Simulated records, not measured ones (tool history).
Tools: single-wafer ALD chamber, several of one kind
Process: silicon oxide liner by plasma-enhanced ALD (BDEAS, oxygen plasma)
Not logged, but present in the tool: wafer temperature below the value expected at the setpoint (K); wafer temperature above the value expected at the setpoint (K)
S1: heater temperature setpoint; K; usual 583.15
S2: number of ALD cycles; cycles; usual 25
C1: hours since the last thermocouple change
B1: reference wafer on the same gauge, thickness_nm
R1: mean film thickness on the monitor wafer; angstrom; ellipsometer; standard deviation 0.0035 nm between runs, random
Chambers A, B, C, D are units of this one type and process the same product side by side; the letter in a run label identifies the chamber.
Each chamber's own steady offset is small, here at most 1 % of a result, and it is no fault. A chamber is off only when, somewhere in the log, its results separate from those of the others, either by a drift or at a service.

run,hour,S1,S2,C1,B1,R1
1D,7.2,583.15,25,1380.8,1.9303,22.949
2C,12.8,583.15,25,2351.4,1.9307,22.750
3A,20.1,583.15,25,1372.9,1.9307,22.922
4B,26.9,583.15,25,92.3,1.9305,23.034
5C,33.3,583.15,25,2371.9,1.9319,22.780
6B,38.2,583.15,25,103.6,1.9325,23.056
7A,43.2,593.15,20,1396.0,1.9326,18.088
8D,50.2,593.15,20,1423.8,1.9333,18.088
9A,54.8,593.15,20,1407.6,1.9328,18.068
10D,60.3,593.15,20,1433.9,1.9333,18.112
11B,67.3,583.15,29,132.7,1.9337,26.810
12C,75.1,583.15,29,2413.7,1.9343,26.402
13A,81.8,583.15,29,1434.6,1.9344,26.624
14C,85.7,583.15,29,2424.3,1.9341,26.427
15D,91.0,583.15,25,1464.6,1.9357,22.979
16B,95.4,583.15,25,160.8,1.9357,23.098
17D,103.6,583.15,25,1477.2,1.9349,22.973
18A,109.7,583.15,25,1462.5,1.9365,22.961
19B,114.7,583.15,25,180.1,1.9365,23.086
20C,121.4,583.15,25,2460.0,1.9368,22.826
21D,129.2,583.15,25,1502.8,1.9373,23.070
22B,137.1,583.15,25,202.5,1.9377,23.162
23C,143.7,583.15,25,2482.3,1.9383,22.842
24A,149.2,583.15,25,1502.0,1.9384,23.008
25C,153.7,583.15,25,2492.3,1.9384,22.803
26B,162.0,583.15,25,227.4,1.9395,23.176
27A,166.1,583.15,25,1518.9,1.9390,22.976
28D,172.1,583.15,25,1545.7,1.9392,23.010
29B,177.2,577.15,22,242.6,1.9403,20.529
30D,182.3,577.15,22,1555.9,1.9400,20.467
31A,186.5,577.15,22,1539.3,1.9399,20.355
32C,190.8,577.15,22,2529.4,1.9400,20.273
33A,197.6,583.15,25,1550.4,1.9410,22.963
34B,204.1,583.15,25,269.5,1.9411,23.185
35C,211.8,583.15,25,2550.4,1.9412,22.780

For the next run the whole fleet of 4 chambers uses the same settings. Give each chamber's results:
36A,218.0,583.15,25,,,?
36B,218.0,583.15,25,,,?
36C,218.0,583.15,25,,,?
36D,218.0,583.15,25,,,?

run,R1
36A,23.008
36B,23.130
36C,22.919
36D,23.058
